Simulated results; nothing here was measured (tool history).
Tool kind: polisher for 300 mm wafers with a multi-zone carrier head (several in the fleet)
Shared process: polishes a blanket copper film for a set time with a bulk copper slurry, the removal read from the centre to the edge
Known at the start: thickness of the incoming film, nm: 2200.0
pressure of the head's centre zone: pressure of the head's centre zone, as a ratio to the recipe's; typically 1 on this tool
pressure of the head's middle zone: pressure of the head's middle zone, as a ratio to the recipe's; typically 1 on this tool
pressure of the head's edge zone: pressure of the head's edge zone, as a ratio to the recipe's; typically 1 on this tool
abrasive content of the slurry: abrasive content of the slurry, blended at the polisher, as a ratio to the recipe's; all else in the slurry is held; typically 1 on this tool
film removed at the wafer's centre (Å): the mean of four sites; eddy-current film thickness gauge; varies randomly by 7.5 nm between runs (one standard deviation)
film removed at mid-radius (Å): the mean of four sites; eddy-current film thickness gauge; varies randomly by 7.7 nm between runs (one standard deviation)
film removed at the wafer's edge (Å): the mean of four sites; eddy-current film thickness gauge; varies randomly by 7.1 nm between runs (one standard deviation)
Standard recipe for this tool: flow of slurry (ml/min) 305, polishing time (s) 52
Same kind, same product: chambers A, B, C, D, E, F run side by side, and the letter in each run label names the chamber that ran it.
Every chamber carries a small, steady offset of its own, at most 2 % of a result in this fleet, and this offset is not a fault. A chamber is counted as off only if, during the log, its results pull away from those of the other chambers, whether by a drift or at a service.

run,day,flow of slurry (ml/min),pressure of the head's centre zone,pressure of the head's middle zone,pressure of the head's edge zone,abrasive content of the slurry,polishing time (s),film removed at the wafer's centre (Å),film removed at mid-radius (Å),film removed at the wafer's edge (Å)
1B,0.475,305,1,1,1,1,52,5456.6,5463.1,5567.7
2A,0.842,305,1,1,1,1,52,5562.8,5387.7,5599.3
# day 1.075: chamber A: slurry nozzle cleaned
3C,1.329,305,1,1,1,1,52,5476.7,5558.5,5430.5
# day 1.658: chamber E: worn pad replaced by a new one
4E,1.767,305,1,1,1,1,52,5558.3,5574,5429.7
5D,2.021,305,1,1,1,1,52,5504.2,5441.7,5530.6
6F,2.254,305,1,1,1,1,52,5605.5,5414.3,5477.1
# day 2.546: chamber F: worn pad replaced by a new one
7F,2.6,305,1,1,1,1,52,5379.3,5390.4,5422.4
# day 2.817: chamber A: worn pad replaced by a new one
8D,3.038,305,1,1,1,1,52,5473.3,5328.2,5359
# day 3.217: chamber C: worn pad replaced by a new one
9C,3.438,305,1,1,0.92,1,52,5340.9,5551.1,5164.1
10E,3.688,305,1,1,0.92,1,52,5500.9,5444,5215.2
# day 3.717: chamber E: centre zone pressure recalibrated
11A,4.133,305,1,1,0.92,1,52,5378.9,5504.7,5407.1
# day 4.175: chamber B: worn pad replaced by a new one
# day 4.308: chamber A: centre zone pressure recalibrated
# day 4.342: chamber E: worn pad replaced by a new one
12B,4.538,305,1,1,0.92,1,52,5456.3,5523.1,5238.1
# day 4.783: chamber D: slurry nozzle cleaned
13B,4.842,305,1,1,0.92,1,52,5375.7,5428.7,5228.4
# day 5.1: chamber B: slurry nozzle cleaned
14A,5.104,305,1,1,0.92,1,52,5579.7,5411.3,5399.7
15F,5.55,305,1,1,1,1,52,5647.8,5455.7,5447.9
# day 5.838: chamber D: edge zone pressure recalibrated
16D,5.958,305,1,1,1,1,52,5405.7,5265.8,5385.7
# day 5.988: chamber F: centre zone pressure recalibrated
17E,6.446,305,1,1,1,1,52,5540.4,5318.3,5432.2
# day 6.583: chamber C: worn pad replaced by a new one
18C,6.796,305,1,1,1,1,52,5539.6,5493.9,5368.3
# day 7.104: chamber E: worn pad replaced by a new one
19D,7.229,305,1,1,1,1,52,5283.4,5282.6,5268.7
20B,7.521,305,1,1,1,1,52,5420.6,5417.2,5643
21A,8.029,305,1,1,1,1,52,5494,5379.6,5587.6
22F,8.508,305,1,1,1,1,52,5467.7,5396.7,5401
# day 8.708: chamber A: worn pad replaced by a new one
23C,8.762,305,1,1,1,1,52,5341.6,5414.8,5306.6
# day 8.862: chamber B: worn pad replaced by a new one
24E,9.05,305,1,1,1,1,52,5462.7,5443.5,5440
25C,9.296,305,1,1,1,1,52,5509.7,5387.8,5281.1
# day 9.467: chamber F: worn pad replaced by a new one
26B,9.767,355,1,1,0.93,1,52,5510.1,5532.2,5362.2
# day 9.8: chamber C: slurry nozzle cleaned
# day 9.875: chamber E: worn pad replaced by a new one
# day 10.029: chamber C: worn pad replaced by a new one
27D,10.112,355,1,1,0.93,1,52,5142.9,5212.6,5004.2
28F,10.492,355,1,1,0.93,1,52,5474.3,5369.8,5290.2
29E,10.875,355,1,1,0.93,1,52,5438.8,5618.6,5307.7
30A,11.392,355,1,1,0.93,1,52,5647.6,5403,5407.8
31D,11.817,355,1,1,0.93,1,52,5236.2,5084.6,4922.5
32F,12.321,305,1,1,1,1,52,5523.4,5317.6,5397
33A,12.829,305,1,1,1,1,52,5377.6,5526.4,5568.7
# day 12.833: chamber E: worn pad replaced by a new one
# day 13.125: chamber C: worn pad replaced by a new one
34C,13.171,305,1,1,1,1,52,5529.1,5292.8,5294.4
35E,13.412,305,1,1,1,1,52,5623.9,5458.1,5554.6
36B,13.95,305,1,1,1,1,52,5418.6,5376.9,5449.1
# day 14.271: chamber B: worn pad replaced by a new one
37B,14.412,305,1,1,1,1,52,5496.7,5609.6,5469.1
# day 14.729: chamber F: worn pad replaced by a new one
38D,14.767,305,1,0.9,1,1,52,4985.2,4403.9,4895.1
39F,15.038,305,1,0.9,1,1,52,5235.4,4815.2,5454.4
40C,15.567,305,1,0.9,1,1,52,5465.4,4880.8,5426.3

Decide between three cases: one chamber stands off from its peers, the gauge reading all wafers drifts, or nothing is wrong past each chamber's small offset. Where a chamber is off, say which and what most likely put it there.

Little by little, chamber D moves away from the other chambers.
Most likely cause: removal rate lost through wear of the pad, % = 10.8.

Below are 4 candidate recipes for chamber D's next run, each the usual settings with a change, their results shown as question marks. Which of them brings D's results back in line with what the other chambers give on the usual settings?
A result is in line if it is within this distance of the other chambers' mean on the usual settings: film removed at the wafer's centre (Å) 260; film removed at mid-radius (Å) 270; film removed at the wafer's edge (Å) 250
41D-1,15.954,300,1,0.99,1,0.95,43,?,?,?
41D-2,15.954,310,1.01,1.01,1,1.05,62,?,?,?
41D-3,15.954,310,1,1.01,1,1,57,?,?,?
41D-4,15.954,300,1,0.99,1,1,47,?,?,?

Usual-settings mean across the other chambers: film removed at the wafer's centre (Å) 5437.5; film removed at mid-radius (Å) 5417.1; film removed at the wafer's edge (Å) 5447.3
run,film removed at the wafer's centre (Å),film removed at mid-radius (Å),film removed at the wafer's edge (Å)
41D-1,3983.6,3901.6,3976.1
41D-2,5954.8,5870,5869.3
41D-3,5358,5340.8,5339.8
41D-4,4402.1,4311.4,4393.8
41D-3 is the one that brings the chamber's results back in line with the other chambers.

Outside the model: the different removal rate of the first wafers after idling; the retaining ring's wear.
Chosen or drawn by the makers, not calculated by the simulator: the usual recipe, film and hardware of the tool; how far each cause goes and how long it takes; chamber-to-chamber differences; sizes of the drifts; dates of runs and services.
